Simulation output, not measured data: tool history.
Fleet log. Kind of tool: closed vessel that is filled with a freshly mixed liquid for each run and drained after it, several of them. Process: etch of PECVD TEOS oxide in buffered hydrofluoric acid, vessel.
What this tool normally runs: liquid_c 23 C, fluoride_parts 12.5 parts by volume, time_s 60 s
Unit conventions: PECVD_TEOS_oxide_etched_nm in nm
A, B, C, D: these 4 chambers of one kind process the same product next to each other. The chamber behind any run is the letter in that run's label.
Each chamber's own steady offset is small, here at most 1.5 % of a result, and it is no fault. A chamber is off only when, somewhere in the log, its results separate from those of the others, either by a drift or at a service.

run	day	liquid_c	fluoride_parts	time_s	hours since the thermometer was replaced	hours since the hydrofluoric acid flow meter was replaced	read-back film thickness of the PECVD TEOS oxide reference wafer, read on the same gauge (nm)	PECVD_TEOS_oxide_etched_nm
1D	0.504	23	12.5	60	15.7	1168.6	89.999	90.192
2A	0.829	23	12.5	60	226.6	947.1	89.989	91.119
3B	1.167	23	12.5	60	845.6	235.6	89.984	91.466
4C	1.804	23	12.5	60	1027.4	351.3	89.989	89.143
5C	2.454	23	12.5	60	1043.0	366.9	89.985	89.687
6A	3.117	23	12.5	60	281.5	1002.0	90.000	90.236
7D	3.742	23	12.5	60	93.4	1246.3	90.006	89.970
8B	4.333	23	12.5	60	921.6	311.6	90.002	91.330
9A	4.938	23	12.5	60	325.2	1045.7	89.988	90.357
10B	5.404	23	12.5	60	947.3	337.3	89.991	91.365
11C	6.025	23	12.5	60	1128.7	452.6	89.996	90.480
12D	6.512	23	12.5	60	159.9	1312.8	90.005	90.134
13A	6.917	23	10.5	60	372.7	1093.2	90.004	107.760
14D	7.304	23	10.5	60	178.9	1331.8	89.996	106.110
15C	7.808	23	10.5	60	1171.5	495.4	90.032	106.050
16B	8.388	23	10.5	60	1018.9	408.9	90.017	104.410
17B	8.750	23	12.5	60	1027.6	417.6	89.995	88.603
18D	9.167	23	12.5	60	223.6	1376.5	90.009	89.758
19C	9.725	23	12.5	60	1217.5	541.4	89.997	89.679
20A	10.229	23	12.5	60	452.2	1172.7	89.997	90.327
21A	10.654	23	12.5	60	462.4	1182.9	89.996	90.473
22D	11.312	23	16.0	30	275.1	1428.0	90.010	35.584
23C	11.746	23	16.0	30	1266.0	589.9	90.023	35.107
24B	12.192	23	16.0	30	1110.2	500.2	89.969	33.906
25B	12.783	23	16.0	30	1124.4	514.4	89.998	33.804
26D	13.288	23	12.5	40	322.5	1475.4	89.984	59.852
# day 13.342: chamber C: thermometer replaced
27A	13.829	23	12.5	40	538.6	1259.1	89.995	60.475
28C	14.242	23	12.5	40	21.6	649.8	89.994	60.597
29B	14.725	23	12.5	40	1171.0	561.0	90.023	56.195
30D	15.058	23	12.5	60	365.0	1517.9	90.010	90.606
31C	15.412	23	12.5	60	49.7	677.9	90.000	90.065
32A	15.846	25	16.0	60	587.0	1307.5	89.982	78.991

All 4 chambers run these settings next. Forecast each chamber's results:
33A	16.329	23	17.0	60				?
33B	16.329	23	17.0	60				?
33C	16.329	23	17.0	60				?
33D	16.329	23	17.0	60				?

run	PECVD_TEOS_oxide_etched_nm
33A	66.582
33B	61.867
33C	66.626
33D	67.527
